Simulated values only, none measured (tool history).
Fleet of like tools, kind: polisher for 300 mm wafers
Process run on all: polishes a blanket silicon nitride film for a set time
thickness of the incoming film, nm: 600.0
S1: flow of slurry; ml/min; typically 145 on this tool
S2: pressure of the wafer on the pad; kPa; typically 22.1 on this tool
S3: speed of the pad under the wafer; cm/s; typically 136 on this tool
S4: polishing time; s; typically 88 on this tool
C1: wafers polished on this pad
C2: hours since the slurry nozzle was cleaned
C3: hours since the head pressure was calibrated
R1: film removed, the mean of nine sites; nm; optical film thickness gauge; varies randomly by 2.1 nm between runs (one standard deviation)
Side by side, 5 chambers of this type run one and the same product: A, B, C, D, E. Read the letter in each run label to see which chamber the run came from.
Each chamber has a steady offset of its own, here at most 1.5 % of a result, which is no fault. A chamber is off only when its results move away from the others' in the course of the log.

{"hour": 2.5, "done": "chamber C: worn pad replaced by a new one"}
{"run": "1D", "hour": 5.5, "S1": 145, "S2": 22.1, "S3": 136, "S4": 88, "C1": 819, "C2": 315.4, "C3": 204.2, "R1": 151.92}
{"run": "2B", "hour": 9.7, "S1": 145, "S2": 22.1, "S3": 136, "S4": 88, "C1": 988, "C2": 389.8, "C3": 366.3, "R1": 152.26}
{"run": "3C", "hour": 15.7, "S1": 145, "S2": 22.1, "S3": 136, "S4": 88, "C1": 128, "C2": 226.0, "C3": 294.8, "R1": 148.97}
{"run": "4E", "hour": 21.4, "S1": 145, "S2": 22.1, "S3": 136, "S4": 88, "C1": 710, "C2": 133.9, "C3": 244.2, "R1": 152.28}
{"run": "5A", "hour": 26.1, "S1": 145, "S2": 22.1, "S3": 136, "S4": 88, "C1": 664, "C2": 398.9, "C3": 564.3, "R1": 151.81}
{"hour": 27.5, "done": "chamber B: worn pad replaced by a new one"}
{"hour": 29.0, "done": "chamber D: slurry nozzle cleaned"}
{"run": "6D", "hour": 30.5, "S1": 115, "S2": 22.1, "S3": 136, "S4": 112, "C1": 1062, "C2": 1.6, "C3": 229.2, "R1": 183.7}
{"run": "7A", "hour": 33.8, "S1": 115, "S2": 22.1, "S3": 136, "S4": 112, "C1": 739, "C2": 406.6, "C3": 572.0, "R1": 181.86}
{"run": "8C", "hour": 37.7, "S1": 115, "S2": 22.1, "S3": 136, "S4": 112, "C1": 341, "C2": 248.0, "C3": 316.8, "R1": 181.38}
{"run": "9B", "hour": 42.4, "S1": 115, "S2": 22.1, "S3": 136, "S4": 112, "C1": 144, "C2": 422.5, "C3": 399.0, "R1": 183.51}
{"hour": 42.9, "done": "chamber A: worn pad replaced by a new one"}
{"run": "10E", "hour": 46.9, "S1": 115, "S2": 22.1, "S3": 136, "S4": 112, "C1": 957, "C2": 159.4, "C3": 269.7, "R1": 180.59}
{"run": "11D", "hour": 52.1, "S1": 145, "S2": 22.1, "S3": 136, "S4": 88, "C1": 1271, "C2": 23.2, "C3": 250.8, "R1": 151.22}
{"run": "12B", "hour": 56.3, "S1": 145, "S2": 22.1, "S3": 136, "S4": 88, "C1": 279, "C2": 436.4, "C3": 412.9, "R1": 152.29}
{"run": "13C", "hour": 59.1, "S1": 145, "S2": 22.1, "S3": 136, "S4": 88, "C1": 548, "C2": 269.4, "C3": 338.2, "R1": 153.7}
{"run": "14E", "hour": 64.0, "S1": 145, "S2": 22.1, "S3": 136, "S4": 88, "C1": 1123, "C2": 176.5, "C3": 286.8, "R1": 150.98}
{"hour": 67.9, "done": "chamber E: worn pad replaced by a new one"}
{"run": "15A", "hour": 68.5, "S1": 145, "S2": 22.1, "S3": 136, "S4": 88, "C1": 249, "C2": 441.3, "C3": 606.7, "R1": 149.33}
{"run": "16B", "hour": 73.6, "S1": 145, "S2": 22.1, "S3": 136, "S4": 88, "C1": 447, "C2": 453.7, "C3": 430.2, "R1": 151.3}
{"hour": 73.8, "done": "chamber C: worn pad replaced by a new one"}
{"run": "17E", "hour": 78.8, "S1": 145, "S2": 22.1, "S3": 136, "S4": 88, "C1": 105, "C2": 191.3, "C3": 301.6, "R1": 151.83}
{"hour": 81.6, "done": "chamber A: head pressure recalibrated"}
{"hour": 83.1, "done": "chamber D: worn pad replaced by a new one"}
{"run": "18D", "hour": 83.3, "S1": 145, "S2": 22.1, "S3": 136, "S4": 71, "C1": 2, "C2": 54.4, "C3": 282.0, "R1": 121.45}
{"run": "19A", "hour": 86.3, "S1": 145, "S2": 22.1, "S3": 136, "S4": 71, "C1": 421, "C2": 459.1, "C3": 4.7, "R1": 106.91}
{"hour": 90.8, "done": "chamber A: slurry nozzle cleaned"}
{"run": "20C", "hour": 91.5, "S1": 145, "S2": 22.1, "S3": 136, "S4": 71, "C1": 171, "C2": 301.8, "C3": 370.6, "R1": 119.14}
{"run": "21A", "hour": 95.4, "S1": 145, "S2": 22.1, "S3": 136, "S4": 71, "C1": 509, "C2": 4.6, "C3": 13.8, "R1": 110.4}
{"run": "22C", "hour": 100.0, "S1": 145, "S2": 22.1, "S3": 136, "S4": 71, "C1": 254, "C2": 310.3, "C3": 379.1, "R1": 117.69}
{"run": "23D", "hour": 106.2, "S1": 130, "S2": 22.1, "S3": 154, "S4": 88, "C1": 224, "C2": 77.3, "C3": 304.9, "R1": 161.59}
{"run": "24E", "hour": 108.9, "S1": 130, "S2": 22.1, "S3": 154, "S4": 88, "C1": 397, "C2": 221.4, "C3": 331.7, "R1": 164.84}
{"run": "25B", "hour": 113.9, "S1": 130, "S2": 22.1, "S3": 154, "S4": 88, "C1": 838, "C2": 494.0, "C3": 470.5, "R1": 162.96}
{"run": "26D", "hour": 120.1, "S1": 130, "S2": 22.1, "S3": 154, "S4": 88, "C1": 359, "C2": 91.2, "C3": 318.8, "R1": 167.7}
{"run": "27A", "hour": 125.5, "S1": 130, "S2": 22.1, "S3": 154, "S4": 88, "C1": 801, "C2": 34.7, "C3": 43.9, "R1": 146.08}
{"run": "28C", "hour": 129.8, "S1": 145, "S2": 22.1, "S3": 136, "S4": 88, "C1": 543, "C2": 340.1, "C3": 408.9, "R1": 152.07}
{"hour": 131.6, "done": "chamber A: worn pad replaced by a new one"}
{"run": "29B", "hour": 133.4, "S1": 145, "S2": 22.1, "S3": 136, "S4": 88, "C1": 1027, "C2": 513.5, "C3": 490.0, "R1": 147.84}
{"run": "30E", "hour": 137.0, "S1": 145, "S2": 22.1, "S3": 136, "S4": 88, "C1": 670, "C2": 249.5, "C3": 359.8, "R1": 154.13}
{"hour": 141.9, "done": "chamber C: worn pad replaced by a new one"}
{"run": "31E", "hour": 142.7, "S1": 145, "S2": 22.1, "S3": 136, "S4": 97, "C1": 725, "C2": 255.2, "C3": 365.5, "R1": 165.81}
{"run": "32A", "hour": 145.7, "S1": 145, "S2": 22.1, "S3": 136, "S4": 97, "C1": 137, "C2": 54.9, "C3": 64.1, "R1": 149.37}
{"run": "33C", "hour": 149.6, "S1": 145, "S2": 22.1, "S3": 136, "S4": 97, "C1": 75, "C2": 359.9, "C3": 428.7, "R1": 166.73}

Each of the 5 chambers runs these same settings next. Fill in every chamber's results:
{"run": "34A", "hour": 154.0, "S1": 145, "S2": 22.1, "S3": 136, "S4": 104, "R1": "?"}
{"run": "34B", "hour": 154.0, "S1": 145, "S2": 22.1, "S3": 136, "S4": 104, "R1": "?"}
{"run": "34C", "hour": 154.0, "S1": 145, "S2": 22.1, "S3": 136, "S4": 104, "R1": "?"}
{"run": "34D", "hour": 154.0, "S1": 145, "S2": 22.1, "S3": 136, "S4": 104, "R1": "?"}
{"run": "34E", "hour": 154.0, "S1": 145, "S2": 22.1, "S3": 136, "S4": 104, "R1": "?"}

run=34A R1=157.18
run=34B R1=176.60
run=34C R1=178.97
run=34D R1=177.76
run=34E R1=176.98
